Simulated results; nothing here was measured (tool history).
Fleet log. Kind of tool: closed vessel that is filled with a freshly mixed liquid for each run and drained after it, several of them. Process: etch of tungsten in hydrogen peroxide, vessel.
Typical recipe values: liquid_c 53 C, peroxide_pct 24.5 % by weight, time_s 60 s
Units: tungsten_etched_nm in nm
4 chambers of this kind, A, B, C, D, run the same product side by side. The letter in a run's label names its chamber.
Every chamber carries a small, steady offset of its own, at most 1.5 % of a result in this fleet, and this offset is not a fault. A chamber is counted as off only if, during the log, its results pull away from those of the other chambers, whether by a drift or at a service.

| run | hour | liquid_c | peroxide_pct | time_s | hours since the thermometer was replaced | hours since the peroxide flow meter was replaced | hours since the drum of peroxide was connected | read-back film thickness of the tungsten reference wafer, read on the same gauge (nm) | tungsten_etched_nm |
|---|---|---|---|---|---|---|---|---|---|
| 1B | 6.5 | 53 | 24.5 | 60 | 780.8 | 291.4 | 191.1 | 139.99 | 221.8 |
| 2A | 12.9 | 53 | 24.5 | 60 | 211.9 | 921.8 | 197.7 | 139.93 | 220.43 |
| 3D | 24.4 | 53 | 24.5 | 60 | 1149.7 | 1089.7 | 343.7 | 140.06 | 222.57 |
| 4C | 30 | 53 | 24.5 | 60 | 309.3 | 406.3 | 936.2 | 139.96 | 220.23 |
| 5B | 41.5 | 53 | 24.5 | 60 | 815.8 | 326.4 | 226.1 | 139.98 | 221.61 |
| 6D | 50.2 | 53 | 18.5 | 60 | 1175.5 | 1115.5 | 369.5 | 139.96 | 192.64 |
| 7C | 59.5 | 53 | 18.5 | 60 | 338.8 | 435.8 | 965.7 | 139.99 | 194.1 |
|  | 68.3 | chamber D: thermometer replaced |
| 8A | 69.6 | 53 | 18.5 | 60 | 268.6 | 978.5 | 254.4 | 140.06 | 191.13 |
| 9D | 80.1 | 53 | 18.5 | 60 | 11.8 | 1145.4 | 399.4 | 139.99 | 195.01 |
| 10B | 87.3 | 53 | 24.5 | 45 | 861.6 | 372.2 | 271.9 | 140 | 168.86 |
| 11A | 97.5 | 53 | 24.5 | 45 | 296.5 | 1006.4 | 282.3 | 140.04 | 165.33 |
| 12C | 106.7 | 53 | 24.5 | 45 | 386 | 483 | 1012.9 | 140.01 | 166.95 |
| 13B | 112.9 | 53 | 24.5 | 45 | 887.2 | 397.8 | 297.5 | 140.01 | 167.36 |
|  | 118.4 | chamber C: new drum of peroxide connected |
| 14C | 122.1 | 53 | 24.5 | 60 | 401.4 | 498.4 | 3.8 | 140.02 | 222.47 |
| 15D | 133.1 | 53 | 24.5 | 60 | 64.8 | 1198.4 | 452.4 | 140 | 225.11 |
| 16A | 141.7 | 53 | 24.5 | 60 | 340.7 | 1050.6 | 326.5 | 139.95 | 220.08 |
| 17A | 149.4 | 53 | 24.5 | 60 | 348.4 | 1058.3 | 334.2 | 140 | 220.94 |
| 18D | 156.2 | 53 | 24.5 | 60 | 87.9 | 1221.5 | 475.5 | 140.01 | 225.93 |
|  | 161.3 | chamber B: thermometer replaced |
| 19B | 163.1 | 53 | 24.5 | 60 | 1.9 | 448 | 347.7 | 140.01 | 226.8 |
| 20C | 173.5 | 53 | 24.5 | 60 | 452.8 | 549.8 | 55.2 | 139.99 | 223.81 |
|  | 176.7 | chamber D: new drum of peroxide connected |
| 21A | 178.9 | 53 | 24.5 | 60 | 377.9 | 1087.8 | 363.7 | 139.96 | 219.39 |
| 22B | 184 | 53 | 24.5 | 60 | 22.8 | 468.9 | 368.6 | 139.95 | 222.77 |
| 23C | 191.2 | 53 | 24.5 | 60 | 470.5 | 567.5 | 72.9 | 140.01 | 222.26 |
| 24D | 202.3 | 53 | 24.5 | 60 | 134 | 1267.6 | 25.6 | 140.01 | 224.29 |
| 25C | 211 | 53 | 24.5 | 60 | 490.3 | 587.3 | 92.7 | 139.99 | 221.85 |
| 26D | 217.4 | 45 | 29.5 | 60 | 149.1 | 1282.7 | 40.7 | 140 | 148.33 |
| 27A | 224.1 | 45 | 29.5 | 60 | 423.1 | 1133 | 408.9 | 139.96 | 148.42 |
| 28B | 231.4 | 45 | 29.5 | 60 | 70.2 | 516.3 | 416 | 140 | 151.56 |
| 29D | 241.6 | 45 | 29.5 | 60 | 173.3 | 1306.9 | 64.9 | 139.97 | 149.76 |
| 30A | 246.6 | 53 | 24.5 | 60 | 445.6 | 1155.5 | 431.4 | 140 | 221.13 |
|  | 249.6 | chamber A: thermometer replaced |
| 31C | 255.9 | 53 | 24.5 | 60 | 535.2 | 632.2 | 137.6 | 140 | 226.11 |
| 32B | 265.5 | 53 | 29 | 60 | 104.3 | 550.4 | 450.1 | 140.02 | 241.59 |
| 33D | 273.6 | 53 | 29 | 60 | 205.3 | 1338.9 | 96.9 | 140.02 | 245.79 |
| 34C | 282.4 | 53 | 29 | 60 | 561.7 | 658.7 | 164.1 | 140.05 | 242.31 |
| 35B | 292.9 | 53 | 29 | 60 | 131.7 | 577.8 | 477.5 | 139.97 | 241.04 |
| 36A | 299 | 53 | 24.5 | 60 | 49.4 | 1207.9 | 483.8 | 140.02 | 219.77 |
| 37C | 304.3 | 53 | 24.5 | 60 | 583.6 | 680.6 | 186 | 140.03 | 219.92 |
| 38B | 311.9 | 53 | 24.5 | 60 | 150.7 | 596.8 | 496.5 | 139.99 | 222.57 |
| 39A | 317.4 | 53 | 24.5 | 60 | 67.8 | 1226.3 | 502.2 | 140.03 | 221.92 |
| 40D | 328.6 | 53 | 24.5 | 60 | 260.3 | 1393.9 | 151.9 | 140 | 225.29 |

Read the log: is a single chamber off, either drifting away or since a service, is the gauge that measures every chamber drifting, or is nothing wrong beyond small per-chamber offsets? Name any odd chamber and what most likely caused it.

Beyond each chamber's small constant offset nothing stands out, and the gauge stays steady.
